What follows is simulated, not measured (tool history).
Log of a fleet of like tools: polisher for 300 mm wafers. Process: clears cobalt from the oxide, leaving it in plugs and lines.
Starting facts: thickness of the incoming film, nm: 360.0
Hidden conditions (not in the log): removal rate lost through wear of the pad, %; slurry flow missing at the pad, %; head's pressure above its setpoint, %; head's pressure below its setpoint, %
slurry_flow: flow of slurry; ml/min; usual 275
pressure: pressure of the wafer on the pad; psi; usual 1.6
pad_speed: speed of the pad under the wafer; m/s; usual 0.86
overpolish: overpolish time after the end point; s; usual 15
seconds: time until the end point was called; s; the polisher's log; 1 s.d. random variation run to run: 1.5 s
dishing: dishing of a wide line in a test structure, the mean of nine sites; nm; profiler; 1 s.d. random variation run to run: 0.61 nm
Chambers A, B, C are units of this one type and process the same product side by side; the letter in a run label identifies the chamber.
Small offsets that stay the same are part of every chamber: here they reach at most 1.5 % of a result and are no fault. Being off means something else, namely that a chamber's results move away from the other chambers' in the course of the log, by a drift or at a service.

run  hour  slurry_flow  pressure  pad_speed  overpolish  wafers polished on this pad  hours since the slurry nozzle was cleaned  hours since the head pressure was calibrated  seconds  dishing
 1A   4.7          275       1.6       0.86          15                          898                                      532.6                                         504.4  105.180   34.760
 2B   8.1          275       1.6       0.86          15                          277                                      483.3                                         303.2  104.530   35.710
 3C  11.4          275       1.6       0.86          15                          378                                      293.4                                         703.5  101.730   35.272
 4B  14.7          275       1.6       0.86          15                          334                                      489.9                                         309.8  104.510   35.820
 5C  17.4          275       1.6       0.86          15                          430                                      299.4                                         709.5  103.250   35.335
 6A  20.2          275       1.6       0.86          15                         1031                                      548.1                                         519.9  103.220   35.558
 7B  25.0          275       1.6       0.86          15                          422                                      500.2                                         320.1  104.440   35.859
     28.5  -- chamber C: slurry nozzle cleaned
 8C  29.0          275       1.6       0.86          15                          529                                        0.5                                         721.1  102.860   36.253
     29.7  -- chamber A: worn pad replaced by a new one
 9A  34.7          245       1.6       0.64          15                           43                                      562.6                                         534.4  138.400   28.654
10B  40.5          245       1.6       0.64          15                          555                                      515.7                                         335.6  143.260   28.153
     44.1  -- chamber C: worn pad replaced by a new one
11C  44.5          245       1.6       0.64          15                            3                                       16.0                                         736.6  139.320   28.950
12A  48.4          275       1.6       0.86          15                          160                                      576.3                                         548.1  100.070   36.047
13A  52.8          275       1.6       0.86          15                          198                                      580.7                                         552.5  102.260   35.889
14B  57.0          275       1.6       0.86          15                          696                                      532.2                                         352.1  104.310   35.392
     59.7  -- chamber B: worn pad replaced by a new one
15C  60.4          275       1.6       0.86          15                          140                                       31.9                                         752.5  101.030   36.502
16C  65.4          275       1.6       0.86          15                          183                                       36.9                                         757.5  100.980   36.040
17A  68.6          275       1.6       0.86          15                          333                                      596.5                                         568.3   96.160   37.808
18B  72.1          275       1.6       0.86          15                          106                                      547.3                                         367.2  103.550   35.801
19A  77.5          275       1.6       0.86          15                          410                                      605.4                                         577.2   93.878   37.410
20C  82.4          275       1.6       0.86          15                          328                                       53.9                                         774.5   99.297   36.898
21B  85.1          275       1.6       0.86          15                          217                                      560.3                                         380.2  106.160   35.860
22A  88.0          275       1.6       0.86          15                          500                                      615.9                                         587.7   93.506   38.300
23C  93.9          275       1.6       0.86          19                          427                                       65.4                                         786.0  101.420   40.784

One chamber off, gauge drift, or nothing amiss beyond the chambers' own small offsets? If it is a chamber, which one, and what is the likeliest cause?

It is chamber A that slowly wanders off from its peers.
Likeliest cause: head's pressure above its setpoint, % = 12.3.

Here are 4 candidates for chamber A's next run, each the usual settings with a change, their results left as question marks. Which one brings its results back in line with what the others give on the usual settings?
To be in line, a result may differ from the other chambers' mean on the usual settings by at most: seconds 5.300 s; dishing 2.100 nm
24A-1  98.1          275       1.5       0.82          15                                                                                                                              ?        ?
24A-2  98.1          275       1.7       0.90          15                                                                                                                              ?        ?
24A-3  98.1          275       1.6       0.88          15                                                                                                                              ?        ?
24A-4  98.1          275       1.6       0.84          15                                                                                                                              ?        ?

The other chambers' mean on the usual settings: seconds 103.760 s; dishing 35.876 nm
  run  seconds  dishing
24A-1  102.530   35.591
24A-2   82.700   40.676
24A-3   89.758   38.726
24A-4   93.966   37.640
With 24A-1, the chamber falls back in line with the rest.
